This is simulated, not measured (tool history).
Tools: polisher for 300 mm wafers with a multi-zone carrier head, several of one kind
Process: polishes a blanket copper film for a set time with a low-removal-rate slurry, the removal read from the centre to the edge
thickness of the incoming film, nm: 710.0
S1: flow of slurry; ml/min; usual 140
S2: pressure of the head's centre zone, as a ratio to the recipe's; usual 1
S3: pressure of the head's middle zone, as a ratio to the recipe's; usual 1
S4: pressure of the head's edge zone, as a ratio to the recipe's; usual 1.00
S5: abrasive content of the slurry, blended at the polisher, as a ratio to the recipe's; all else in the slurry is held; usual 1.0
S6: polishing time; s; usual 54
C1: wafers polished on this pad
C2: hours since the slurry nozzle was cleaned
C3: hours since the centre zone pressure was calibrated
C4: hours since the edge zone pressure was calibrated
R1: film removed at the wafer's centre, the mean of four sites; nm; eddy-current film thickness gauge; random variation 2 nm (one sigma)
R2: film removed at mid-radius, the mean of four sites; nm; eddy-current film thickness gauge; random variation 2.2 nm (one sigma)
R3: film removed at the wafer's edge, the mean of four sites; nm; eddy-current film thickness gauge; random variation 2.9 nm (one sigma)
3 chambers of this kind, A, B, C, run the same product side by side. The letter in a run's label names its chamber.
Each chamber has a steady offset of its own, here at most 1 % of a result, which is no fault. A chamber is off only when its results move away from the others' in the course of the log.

run	hour	S1	S2	S3	S4	S5	S6	C1	C2	C3	C4	R1	R2	R3
# hour 1.5: chamber A: worn pad replaced by a new one
1C	4.5	140	1	1	1.00	1.0	54	218	46.3	269.6	365.7	207.66	207.49	200.25
2B	7.9	140	1	1	1.00	1.0	54	608	234.1	697.9	947.7	199.37	204.53	200.61
3A	12.8	140	1	1	1.00	1.0	54	183	223.6	542.9	371.4	199.91	199.46	201.06
# hour 17.2: chamber B: worn pad replaced by a new one
4B	17.4	140	1	1	1.00	1.0	54	4	243.6	707.4	957.2	207.07	202.78	199.89
5A	20.9	160	1	1	1.00	1.0	54	314	231.7	551.0	379.5	213.70	208.10	204.49
6C	23.5	160	1	1	1.00	1.0	54	526	65.3	288.6	384.7	209.21	209.30	208.90
# hour 24.3: chamber C: worn pad replaced by a new one
7C	27.8	160	1	1	1.00	1.0	54	57	69.6	292.9	389.0	206.49	207.73	205.15
8B	31.8	140	1	1	1.00	1.0	54	237	258.0	721.8	971.6	202.00	202.35	204.56
9A	34.9	140	1	1	1.00	1.0	54	541	245.7	565.0	393.5	205.26	204.64	203.98
10B	38.7	140	1	1	1.00	1.0	54	349	264.9	728.7	978.5	203.66	200.09	203.45
11C	42.7	140	1	1	1.00	1.0	54	298	84.5	307.8	403.9	204.36	204.63	200.60
12A	45.8	140	1	1	1.00	1.0	54	718	256.6	575.9	404.4	200.36	203.48	196.76
13B	50.2	140	1	1	1.00	1.0	54	535	276.4	740.2	990.0	203.49	201.54	204.90
14C	53.7	140	1	1	1.00	1.0	54	477	95.5	318.8	414.9	205.31	205.56	197.14
# hour 54.3: chamber C: worn pad replaced by a new one
15A	59.7	140	1	1	1.00	1.0	54	943	270.5	589.8	418.3	201.49	202.46	201.94
16A	64.7	140	1	1	1.00	1.0	54	1024	275.5	594.8	423.3	203.58	204.87	198.61
# hour 65.1: chamber B: worn pad replaced by a new one
17C	70.2	140	1	1	1.00	1.0	54	257	112.0	335.3	431.4	206.04	201.85	202.25
18B	75.1	140	1	1	1.00	1.0	54	162	301.3	765.1	1014.9	200.45	199.95	204.11
19A	78.8	140	1	1	1.00	1.0	54	1252	289.6	608.9	437.4	202.04	204.89	201.20
# hour 81.3: chamber A: worn pad replaced by a new one
# hour 82.5: chamber C: worn pad replaced by a new one
20B	84.2	140	1	1	1.00	1.0	54	310	310.4	774.2	1024.0	198.71	204.69	200.60
21C	88.9	140	1	1	1.00	1.0	54	104	130.7	354.0	450.1	201.28	207.56	204.19
22A	92.2	140	1	1	0.91	1.0	66	177	303.0	622.3	450.8	243.40	250.60	232.76
23B	96.7	140	1	1	0.91	1.0	66	512	322.9	786.7	1036.5	246.91	246.24	239.52
24C	100.4	140	1	1	0.91	1.0	66	290	142.2	365.5	461.6	246.91	244.07	236.67
25A	104.8	140	1	1	1.00	1.0	54	381	315.6	634.9	463.4	201.64	203.78	199.08
26B	108.8	140	1	1	0.94	1.2	54	708	335.0	798.8	1048.6	214.04	211.29	201.24
27C	113.7	140	1	1	0.94	1.2	54	506	155.5	378.8	474.9	211.24	215.31	203.84
# hour 114.6: chamber C: worn pad replaced by a new one
28A	117.5	140	1	1	0.94	1.2	54	587	328.3	647.6	476.1	210.15	214.65	200.51
# hour 120.2: chamber B: worn pad replaced by a new one
29C	121.7	140	1	1	1.00	1.0	54	115	163.5	386.8	482.9	201.59	204.33	205.47
30B	127.0	140	1	1	1.00	1.0	54	110	353.2	817.0	1066.8	202.52	202.67	204.20

Is one chamber off against the others, does the gauge drift, or is nothing wrong? If a chamber is off, say which, and what the likeliest cause is.

No chamber stands off beyond its own small offset, and the gauge holds steady.

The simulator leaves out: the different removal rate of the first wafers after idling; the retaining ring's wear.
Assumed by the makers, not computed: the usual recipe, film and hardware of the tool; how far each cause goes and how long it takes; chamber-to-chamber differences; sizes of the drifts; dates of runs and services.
